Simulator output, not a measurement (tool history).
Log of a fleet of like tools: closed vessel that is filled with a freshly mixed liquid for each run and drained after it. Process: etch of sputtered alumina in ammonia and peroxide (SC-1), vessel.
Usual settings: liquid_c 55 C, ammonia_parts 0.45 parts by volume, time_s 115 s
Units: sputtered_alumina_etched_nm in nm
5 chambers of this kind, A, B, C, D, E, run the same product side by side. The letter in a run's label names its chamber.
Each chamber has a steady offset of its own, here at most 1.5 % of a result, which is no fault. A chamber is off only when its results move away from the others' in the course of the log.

| run | hour | liquid_c | ammonia_parts | time_s | hours since the thermometer was replaced | hours since the ammonia flow meter was replaced | hours since the drum of ammonia solution was connected | read-back film thickness of the sputtered alumina reference wafer, read on the same gauge (nm) | sputtered_alumina_etched_nm |
|---|---|---|---|---|---|---|---|---|---|
| 1A | 4.9 | 55 | 0.45 | 115 | 200.5 | 1449.3 | 116.7 | 30.003 | 9.4695 |
| 2E | 8.7 | 55 | 0.45 | 115 | 23.7 | 947.0 | 283.5 | 29.987 | 9.5428 |
|  | 8.8 | chamber E: ammonia flow meter replaced |
| 3C | 13.2 | 55 | 0.45 | 115 | 969.4 | 23.8 | 504.9 | 30.011 | 9.6584 |
| 4B | 15.9 | 55 | 0.45 | 115 | 26.0 | 127.3 | 123.2 | 29.984 | 9.5558 |
| 5D | 20.2 | 55 | 0.45 | 115 | 85.5 | 1080.2 | 207.5 | 29.998 | 9.5208 |
| 6C | 25.4 | 55 | 0.45 | 115 | 981.6 | 36.0 | 517.1 | 30.036 | 9.6568 |
| 7A | 28.9 | 55 | 0.55 | 115 | 224.5 | 1473.3 | 140.7 | 29.950 | 9.7254 |
| 8D | 31.3 | 55 | 0.55 | 115 | 96.6 | 1091.3 | 218.6 | 30.029 | 9.8457 |
| 9B | 35.8 | 55 | 0.55 | 115 | 45.9 | 147.2 | 143.1 | 29.998 | 9.9748 |
| 10E | 38.4 | 55 | 0.55 | 115 | 53.4 | 29.7 | 313.2 | 29.980 | 9.7061 |
| 11D | 43.0 | 55 | 0.55 | 115 | 108.3 | 1103.0 | 230.3 | 29.962 | 9.8816 |
| 12C | 45.9 | 55 | 0.45 | 115 | 1002.1 | 56.5 | 537.6 | 30.024 | 9.5452 |
| 13B | 50.6 | 55 | 0.45 | 115 | 60.7 | 162.0 | 157.9 | 29.990 | 9.6745 |
| 14E | 53.1 | 55 | 0.45 | 115 | 68.1 | 44.4 | 327.9 | 30.009 | 9.6722 |
| 15A | 57.3 | 55 | 0.45 | 115 | 252.9 | 1501.7 | 169.1 | 30.027 | 9.4725 |
| 16A | 61.8 | 55 | 0.45 | 115 | 257.4 | 1506.2 | 173.6 | 29.934 | 9.3981 |
| 17D | 66.3 | 55 | 0.45 | 115 | 131.6 | 1126.3 | 253.6 | 30.012 | 9.6382 |
| 18E | 69.6 | 55 | 0.45 | 115 | 84.6 | 60.9 | 344.4 | 30.029 | 9.5467 |
| 19C | 72.3 | 55 | 0.45 | 155 | 1028.5 | 82.9 | 564.0 | 29.986 | 12.6170 |
| 20B | 76.2 | 55 | 0.45 | 155 | 86.3 | 187.6 | 183.5 | 30.055 | 13.0870 |
| 21A | 80.1 | 55 | 0.45 | 155 | 275.7 | 1524.5 | 191.9 | 29.967 | 12.7240 |
| 22D | 83.0 | 55 | 0.45 | 155 | 148.3 | 1143.0 | 270.3 | 30.001 | 12.9050 |
| 23E | 86.9 | 55 | 0.45 | 155 | 101.9 | 78.2 | 361.7 | 30.033 | 12.9660 |
| 24C | 89.8 | 55 | 0.45 | 115 | 1046.0 | 100.4 | 581.5 | 30.087 | 9.1506 |
| 25B | 92.3 | 55 | 0.45 | 115 | 102.4 | 203.7 | 199.6 | 30.025 | 9.7849 |
| 26B | 97.0 | 55 | 0.45 | 115 | 107.1 | 208.4 | 204.3 | 30.051 | 9.6091 |
| 27E | 99.8 | 55 | 0.45 | 115 | 114.8 | 91.1 | 374.6 | 29.992 | 9.5111 |
| 28C | 102.9 | 55 | 0.45 | 115 | 1059.1 | 113.5 | 594.6 | 29.958 | 9.1866 |
| 29A | 105.6 | 55 | 0.45 | 115 | 301.2 | 1550.0 | 217.4 | 29.991 | 9.4597 |
| 30D | 108.8 | 55 | 0.45 | 115 | 174.1 | 1168.8 | 296.1 | 30.019 | 9.6024 |
| 31D | 113.0 | 55 | 0.45 | 115 | 178.3 | 1173.0 | 300.3 | 29.968 | 9.6410 |
| 32B | 117.7 | 55 | 0.45 | 115 | 127.8 | 229.1 | 225.0 | 29.973 | 9.6768 |
| 33A | 121.5 | 55 | 0.45 | 115 | 317.1 | 1565.9 | 233.3 | 30.063 | 9.5207 |

Next, every chamber runs the same settings. What will each give?
| 34A | 125.4 | 55 | 0.45 | 115 |  |  |  |  | ? |
| 34B | 125.4 | 55 | 0.45 | 115 |  |  |  |  | ? |
| 34C | 125.4 | 55 | 0.45 | 115 |  |  |  |  | ? |
| 34D | 125.4 | 55 | 0.45 | 115 |  |  |  |  | ? |
| 34E | 125.4 | 55 | 0.45 | 115 |  |  |  |  | ? |

| run | sputtered_alumina_etched_nm |
|---|---|
| 34A | 9.4494 |
| 34B | 9.6155 |
| 34C | 8.9984 |
| 34D | 9.6722 |
| 34E | 9.6107 |
